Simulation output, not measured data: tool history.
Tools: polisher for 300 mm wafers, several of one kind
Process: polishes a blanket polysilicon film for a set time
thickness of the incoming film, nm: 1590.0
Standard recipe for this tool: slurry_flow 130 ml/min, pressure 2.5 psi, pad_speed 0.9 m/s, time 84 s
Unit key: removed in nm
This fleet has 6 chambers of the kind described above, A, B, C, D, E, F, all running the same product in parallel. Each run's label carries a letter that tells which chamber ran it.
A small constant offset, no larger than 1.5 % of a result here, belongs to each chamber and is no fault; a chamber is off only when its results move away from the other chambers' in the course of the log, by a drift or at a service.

{"day": 0.125, "done": "chamber A: worn pad replaced by a new one"}
{"run": "1F", "day": 0.525, "slurry_flow": 130, "pressure": 2.5, "pad_speed": 0.9, "time": 84, "removed": 543.68}
{"run": "2D", "day": 0.946, "slurry_flow": 130, "pressure": 2.5, "pad_speed": 0.9, "time": 84, "removed": 543.42}
{"day": 1.221, "done": "chamber E: head pressure recalibrated"}
{"run": "3C", "day": 1.333, "slurry_flow": 130, "pressure": 2.5, "pad_speed": 0.9, "time": 84, "removed": 547.51}
{"run": "4B", "day": 1.612, "slurry_flow": 130, "pressure": 2.5, "pad_speed": 0.9, "time": 84, "removed": 541.06}
{"run": "5E", "day": 1.958, "slurry_flow": 130, "pressure": 2.5, "pad_speed": 0.9, "time": 84, "removed": 541.17}
{"run": "6A", "day": 2.208, "slurry_flow": 130, "pressure": 2.5, "pad_speed": 0.9, "time": 84, "removed": 544.98}
{"run": "7D", "day": 2.488, "slurry_flow": 130, "pressure": 2.5, "pad_speed": 0.9, "time": 84, "removed": 538.1}
{"run": "8B", "day": 2.754, "slurry_flow": 130, "pressure": 2.5, "pad_speed": 0.9, "time": 84, "removed": 538.69}
{"day": 2.954, "done": "chamber F: worn pad replaced by a new one"}
{"run": "9E", "day": 3.15, "slurry_flow": 130, "pressure": 2.5, "pad_speed": 0.9, "time": 84, "removed": 544.62}
{"day": 3.367, "done": "chamber C: worn pad replaced by a new one"}
{"run": "10A", "day": 3.612, "slurry_flow": 130, "pressure": 2.5, "pad_speed": 0.9, "time": 84, "removed": 539.2}
{"day": 3.721, "done": "chamber A: worn pad replaced by a new one"}
{"day": 3.946, "done": "chamber E: worn pad replaced by a new one"}
{"run": "11C", "day": 4.042, "slurry_flow": 130, "pressure": 2.5, "pad_speed": 0.74, "time": 61, "removed": 332.19}
{"run": "12F", "day": 4.346, "slurry_flow": 130, "pressure": 2.5, "pad_speed": 0.74, "time": 61, "removed": 322.15}
{"day": 4.358, "done": "chamber F: head pressure recalibrated"}
{"day": 4.504, "done": "chamber D: worn pad replaced by a new one"}
{"run": "13C", "day": 4.796, "slurry_flow": 130, "pressure": 2.5, "pad_speed": 0.74, "time": 61, "removed": 328.24}
{"day": 5.121, "done": "chamber B: slurry nozzle cleaned"}
{"run": "14E", "day": 5.258, "slurry_flow": 130, "pressure": 2.5, "pad_speed": 0.74, "time": 61, "removed": 322.92}
{"run": "15B", "day": 5.779, "slurry_flow": 130, "pressure": 2.5, "pad_speed": 0.74, "time": 61, "removed": 321.03}
{"run": "16A", "day": 6.046, "slurry_flow": 130, "pressure": 2.5, "pad_speed": 0.74, "time": 61, "removed": 323.1}
{"run": "17F", "day": 6.362, "slurry_flow": 170, "pressure": 2.5, "pad_speed": 0.64, "time": 84, "removed": 405.41}
{"run": "18D", "day": 6.617, "slurry_flow": 170, "pressure": 2.5, "pad_speed": 0.64, "time": 84, "removed": 405.63}
{"day": 6.992, "done": "chamber A: worn pad replaced by a new one"}
{"run": "19C", "day": 7.0, "slurry_flow": 170, "pressure": 2.5, "pad_speed": 0.64, "time": 84, "removed": 412.83}
{"run": "20D", "day": 7.471, "slurry_flow": 170, "pressure": 2.5, "pad_speed": 0.64, "time": 84, "removed": 403.53}
{"day": 7.533, "done": "chamber C: worn pad replaced by a new one"}
{"run": "21B", "day": 7.892, "slurry_flow": 170, "pressure": 2.5, "pad_speed": 0.64, "time": 84, "removed": 398.88}
{"run": "22E", "day": 8.204, "slurry_flow": 170, "pressure": 2.5, "pad_speed": 0.64, "time": 84, "removed": 407.38}
{"run": "23A", "day": 8.454, "slurry_flow": 130, "pressure": 2.5, "pad_speed": 0.9, "time": 84, "removed": 550.62}
{"run": "24F", "day": 8.779, "slurry_flow": 130, "pressure": 2.5, "pad_speed": 0.9, "time": 84, "removed": 537.77}
{"run": "25F", "day": 9.129, "slurry_flow": 130, "pressure": 2.5, "pad_speed": 0.9, "time": 84, "removed": 533.3}
{"day": 9.512, "done": "chamber A: slurry nozzle cleaned"}
{"day": 9.546, "done": "chamber F: worn pad replaced by a new one"}
{"run": "26A", "day": 9.583, "slurry_flow": 130, "pressure": 2.5, "pad_speed": 0.9, "time": 84, "removed": 551.51}
{"run": "27E", "day": 10.029, "slurry_flow": 130, "pressure": 2.5, "pad_speed": 0.9, "time": 84, "removed": 541.17}
{"day": 10.167, "done": "chamber B: head pressure recalibrated"}
{"day": 10.442, "done": "chamber A: worn pad replaced by a new one"}
{"run": "28B", "day": 10.508, "slurry_flow": 130, "pressure": 2.5, "pad_speed": 0.9, "time": 84, "removed": 531.43}
{"day": 10.617, "done": "chamber D: worn pad replaced by a new one"}
{"day": 10.658, "done": "chamber E: worn pad replaced by a new one"}
{"run": "29C", "day": 10.925, "slurry_flow": 130, "pressure": 2.5, "pad_speed": 0.9, "time": 84, "removed": 561.07}
{"day": 11.05, "done": "chamber C: slurry nozzle cleaned"}
{"run": "30D", "day": 11.162, "slurry_flow": 130, "pressure": 2.5, "pad_speed": 0.9, "time": 84, "removed": 550.1}
{"day": 11.208, "done": "chamber C: worn pad replaced by a new one"}
{"run": "31F", "day": 11.642, "slurry_flow": 130, "pressure": 2.5, "pad_speed": 0.9, "time": 84, "removed": 543.2}
{"run": "32B", "day": 11.917, "slurry_flow": 130, "pressure": 2.5, "pad_speed": 0.9, "time": 84, "removed": 532}
{"run": "33E", "day": 12.396, "slurry_flow": 130, "pressure": 2.5, "pad_speed": 0.9, "time": 84, "removed": 544.13}
{"day": 12.825, "done": "chamber F: slurry nozzle cleaned"}
{"run": "34D", "day": 12.883, "slurry_flow": 130, "pressure": 2.5, "pad_speed": 0.9, "time": 84, "removed": 542.45}
{"run": "35C", "day": 13.154, "slurry_flow": 130, "pressure": 2.5, "pad_speed": 0.9, "time": 84, "removed": 555.33}
{"run": "36A", "day": 13.583, "slurry_flow": 130, "pressure": 2.5, "pad_speed": 0.9, "time": 84, "removed": 555}
{"day": 14.079, "done": "chamber A: worn pad replaced by a new one"}
{"run": "37F", "day": 14.083, "slurry_flow": 160, "pressure": 1.7, "pad_speed": 0.9, "time": 84, "removed": 379.04}
{"run": "38B", "day": 14.562, "slurry_flow": 160, "pressure": 1.7, "pad_speed": 0.9, "time": 84, "removed": 367.79}
{"run": "39D", "day": 15.075, "slurry_flow": 160, "pressure": 1.7, "pad_speed": 0.9, "time": 84, "removed": 379.66}
{"run": "40A", "day": 15.358, "slurry_flow": 160, "pressure": 1.7, "pad_speed": 0.9, "time": 84, "removed": 387.34}

Does one chamber stand apart from the rest, does the shared gauge drift, or is all well apart from small per-chamber offsets? Give the chamber and the most likely cause, where there is one.

One chamber, B, drifts off from the rest bit by bit.
Most likely cause: removal rate lost through wear of the pad, % = 4.43.

Below are 4 candidate recipes for chamber B's next run, each the usual settings with a change, their results shown as question marks. Which of them brings B's results back in line with what the other chambers give on the usual settings?
Maximum distance from the other chambers' mean on the usual settings for a result to count as in line: removed 14 nm
{"run": "41B-1", "day": 15.738, "slurry_flow": 130, "pressure": 2.5, "pad_speed": 0.88, "time": 82, "removed": "?"}
{"run": "41B-2", "day": 15.738, "slurry_flow": 130, "pressure": 2.5, "pad_speed": 0.92, "time": 85, "removed": "?"}
{"run": "41B-3", "day": 15.738, "slurry_flow": 130, "pressure": 2.5, "pad_speed": 0.98, "time": 84, "removed": "?"}
{"run": "41B-4", "day": 15.738, "slurry_flow": 130, "pressure": 2.4, "pad_speed": 0.9, "time": 80, "removed": "?"}

What the other chambers average on the usual settings: removed 545 nm
run=41B-1 removed=498.59
run=41B-2 removed=540.5
run=41B-3 removed=569.22
run=41B-4 removed=477.45
With 41B-2, the chamber falls back in line with the rest.
